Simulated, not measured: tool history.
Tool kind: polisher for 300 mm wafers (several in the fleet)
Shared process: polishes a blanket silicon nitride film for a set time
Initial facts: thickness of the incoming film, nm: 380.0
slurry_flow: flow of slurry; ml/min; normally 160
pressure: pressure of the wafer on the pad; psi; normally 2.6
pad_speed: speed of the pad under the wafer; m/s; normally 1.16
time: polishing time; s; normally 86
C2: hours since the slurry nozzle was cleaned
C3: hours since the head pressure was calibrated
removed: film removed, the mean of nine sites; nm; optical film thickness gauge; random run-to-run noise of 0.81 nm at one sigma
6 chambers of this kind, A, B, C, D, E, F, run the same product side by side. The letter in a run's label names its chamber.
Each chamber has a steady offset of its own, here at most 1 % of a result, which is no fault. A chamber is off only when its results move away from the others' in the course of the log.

-- hour=7.3 chamber A: worn pad replaced by a new one
run 1B hour=10.7 | slurry_flow=160 pressure=2.6 pad_speed=1.16 time=86 | wafers_polished_on_this_pad=264 C2=23.2 C3=299 | removed=119.11
-- hour=16.5 chamber F: worn pad replaced by a new one
run 2E hour=23.9 | slurry_flow=160 pressure=2.6 pad_speed=1.16 time=86 | wafers_polished_on_this_pad=442 C2=344.1 C3=1192.4 | removed=118.38
run 3C hour=34.6 | slurry_flow=160 pressure=2.6 pad_speed=1.16 time=86 | wafers_polished_on_this_pad=523 C2=85.9 C3=649.1 | removed=118.48
-- hour=36 chamber C: worn pad replaced by a new one
run 4D hour=45.6 | slurry_flow=160 pressure=2.6 pad_speed=1.16 time=86 | wafers_polished_on_this_pad=543 C2=751.6 C3=918.5 | removed=117.82
run 5F hour=51.6 | slurry_flow=160 pressure=3.2 pad_speed=1.16 time=86 | wafers_polished_on_this_pad=309 C2=539.3 C3=1168.8 | removed=145.25
run 6A hour=61.4 | slurry_flow=160 pressure=3.2 pad_speed=1.16 time=86 | wafers_polished_on_this_pad=476 C2=262.3 C3=642.5 | removed=145.54
-- hour=64.2 chamber B: worn pad replaced by a new one
run 7F hour=73.1 | slurry_flow=160 pressure=3.2 pad_speed=1.16 time=86 | wafers_polished_on_this_pad=498 C2=560.8 C3=1190.3 | removed=144.64
-- hour=80.1 chamber E: worn pad replaced by a new one
-- hour=82.8 chamber F: worn pad replaced by a new one
-- hour=83.3 chamber A: worn pad replaced by a new one
run 8A hour=85.1 | slurry_flow=160 pressure=3.2 pad_speed=1.16 time=86 | wafers_polished_on_this_pad=16 C2=286 C3=666.2 | removed=146.8
-- hour=86.1 chamber F: head pressure recalibrated
run 9B hour=92.6 | slurry_flow=160 pressure=3.2 pad_speed=1.16 time=86 | wafers_polished_on_this_pad=250 C2=105.1 C3=380.9 | removed=145.49
-- hour=93.9 chamber C: worn pad replaced by a new one
run 10D hour=100.5 | slurry_flow=160 pressure=3.2 pad_speed=1.16 time=86 | wafers_polished_on_this_pad=1026 C2=806.5 C3=973.4 | removed=144.47
run 11E hour=107 | slurry_flow=160 pressure=2.6 pad_speed=1.16 time=86 | wafers_polished_on_this_pad=237 C2=427.2 C3=1275.5 | removed=118.55
-- hour=107.9 chamber E: slurry nozzle cleaned
run 12C hour=116.4 | slurry_flow=160 pressure=2.6 pad_speed=1.16 time=86 | wafers_polished_on_this_pad=198 C2=167.7 C3=730.9 | removed=116.64
-- hour=122.1 chamber D: worn pad replaced by a new one
run 13C hour=126.5 | slurry_flow=160 pressure=2.6 pad_speed=1.16 time=86 | wafers_polished_on_this_pad=287 C2=177.8 C3=741 | removed=117.05
-- hour=130.9 chamber B: worn pad replaced by a new one
run 14D hour=138.2 | slurry_flow=160 pressure=2.6 pad_speed=1.16 time=86 | wafers_polished_on_this_pad=142 C2=844.2 C3=1011.1 | removed=116.45
-- hour=143.2 chamber F: worn pad replaced by a new one
run 15E hour=144.9 | slurry_flow=160 pressure=2.6 pad_speed=1.16 time=86 | wafers_polished_on_this_pad=571 C2=37.1 C3=1313.4 | removed=117.34
-- hour=150.5 chamber F: slurry nozzle cleaned
run 16F hour=153.1 | slurry_flow=160 pressure=2.6 pad_speed=1.16 time=86 | wafers_polished_on_this_pad=87 C2=2.6 C3=67 | removed=117.92
-- hour=153.7 chamber C: worn pad replaced by a new one
-- hour=155.9 chamber A: worn pad replaced by a new one
run 17A hour=159.4 | slurry_flow=160 pressure=2.6 pad_speed=1.16 time=86 | wafers_polished_on_this_pad=30 C2=360.3 C3=740.5 | removed=117.18
run 18B hour=171.9 | slurry_flow=160 pressure=2.6 pad_speed=1.16 time=86 | wafers_polished_on_this_pad=361 C2=184.4 C3=460.2 | removed=119.59
-- hour=173.7 chamber D: slurry nozzle cleaned
run 19A hour=181.2 | slurry_flow=160 pressure=2.6 pad_speed=1.16 time=86 | wafers_polished_on_this_pad=222 C2=382.1 C3=762.3 | removed=119.4
-- hour=187.9 chamber E: worn pad replaced by a new one
run 20D hour=192 | slurry_flow=160 pressure=2.6 pad_speed=1.16 time=86 | wafers_polished_on_this_pad=615 C2=18.3 C3=1064.9 | removed=116.3
-- hour=195.8 chamber B: worn pad replaced by a new one
run 21F hour=201.8 | slurry_flow=160 pressure=2.6 pad_speed=1.16 time=86 | wafers_polished_on_this_pad=516 C2=51.3 C3=115.7 | removed=116.64
run 22C hour=208.9 | slurry_flow=160 pressure=2.6 pad_speed=1.16 time=86 | wafers_polished_on_this_pad=486 C2=260.2 C3=823.4 | removed=116.21
-- hour=210.6 chamber F: worn pad replaced by a new one
run 23B hour=219.1 | slurry_flow=160 pressure=2.6 pad_speed=1.16 time=86 | wafers_polished_on_this_pad=205 C2=231.6 C3=507.4 | removed=118.26
-- hour=220.5 chamber C: worn pad replaced by a new one
-- hour=224.9 chamber A: worn pad replaced by a new one
-- hour=225.4 chamber B: head pressure recalibrated
run 24E hour=227.1 | slurry_flow=160 pressure=2.6 pad_speed=1.16 time=86 | wafers_polished_on_this_pad=345 C2=119.3 C3=1395.6 | removed=117.52
run 25B hour=236 | slurry_flow=160 pressure=2.6 pad_speed=1.16 time=86 | wafers_polished_on_this_pad=354 C2=248.5 C3=10.6 | removed=119.04
-- hour=244.1 chamber D: worn pad replaced by a new one
run 26D hour=247.3 | slurry_flow=160 pressure=2.6 pad_speed=1.16 time=86 | wafers_polished_on_this_pad=28 C2=73.6 C3=1120.2 | removed=117.1
run 27E hour=254.4 | slurry_flow=160 pressure=2.6 pad_speed=1.16 time=86 | wafers_polished_on_this_pad=585 C2=146.6 C3=1422.9 | removed=118.57
run 28C hour=266.2 | slurry_flow=160 pressure=2.6 pad_speed=1.16 time=86 | wafers_polished_on_this_pad=402 C2=317.5 C3=880.7 | removed=116.9
-- hour=271 chamber B: worn pad replaced by a new one
run 29A hour=272.7 | slurry_flow=160 pressure=2.6 pad_speed=1.16 time=59 | wafers_polished_on_this_pad=421 C2=473.6 C3=853.8 | removed=81.742
-- hour=279.2 chamber F: worn pad replaced by a new one
run 30F hour=284.9 | slurry_flow=160 pressure=2.6 pad_speed=1.16 time=59 | wafers_polished_on_this_pad=50 C2=134.4 C3=198.8 | removed=80.439
-- hour=287.7 chamber A: worn pad replaced by a new one
-- hour=292.3 chamber C: worn pad replaced by a new one
run 31B hour=298 | slurry_flow=160 pressure=2.6 pad_speed=1.16 time=59 | wafers_polished_on_this_pad=238 C2=310.5 C3=72.6 | removed=82.558
run 32C hour=304.1 | slurry_flow=160 pressure=2.6 pad_speed=1.16 time=59 | wafers_polished_on_this_pad=103 C2=355.4 C3=918.6 | removed=79.548
-- hour=306.4 chamber E: worn pad replaced by a new one
run 33F hour=310.4 | slurry_flow=160 pressure=2.6 pad_speed=1.16 time=59 | wafers_polished_on_this_pad=275 C2=159.9 C3=224.3 | removed=80.191
run 34D hour=321.2 | slurry_flow=160 pressure=2.6 pad_speed=1.16 time=59 | wafers_polished_on_this_pad=678 C2=147.5 C3=1194.1 | removed=79.758
run 35A hour=327.8 | slurry_flow=160 pressure=2.6 pad_speed=1.16 time=86 | wafers_polished_on_this_pad=353 C2=528.7 C3=908.9 | removed=118.88
run 36E hour=335.7 | slurry_flow=160 pressure=2.6 pad_speed=1.16 time=86 | wafers_polished_on_this_pad=258 C2=227.9 C3=1504.2 | removed=117.46

The same settings go to every chamber for the next run, one line per chamber below. Forecast the results for each:
run 37A hour=345.3 | slurry_flow=160 pressure=3 pad_speed=1.16 time=86 | removed=?
run 37B hour=345.3 | slurry_flow=160 pressure=3 pad_speed=1.16 time=86 | removed=?
run 37C hour=345.3 | slurry_flow=160 pressure=3 pad_speed=1.16 time=86 | removed=?
run 37D hour=345.3 | slurry_flow=160 pressure=3 pad_speed=1.16 time=86 | removed=?
run 37E hour=345.3 | slurry_flow=160 pressure=3 pad_speed=1.16 time=86 | removed=?
run 37F hour=345.3 | slurry_flow=160 pressure=3 pad_speed=1.16 time=86 | removed=?

run=37A removed=136.47
run=37B removed=135.44
run=37C removed=135.17
run=37D removed=135.07
run=37E removed=135.67
run=37F removed=135.47
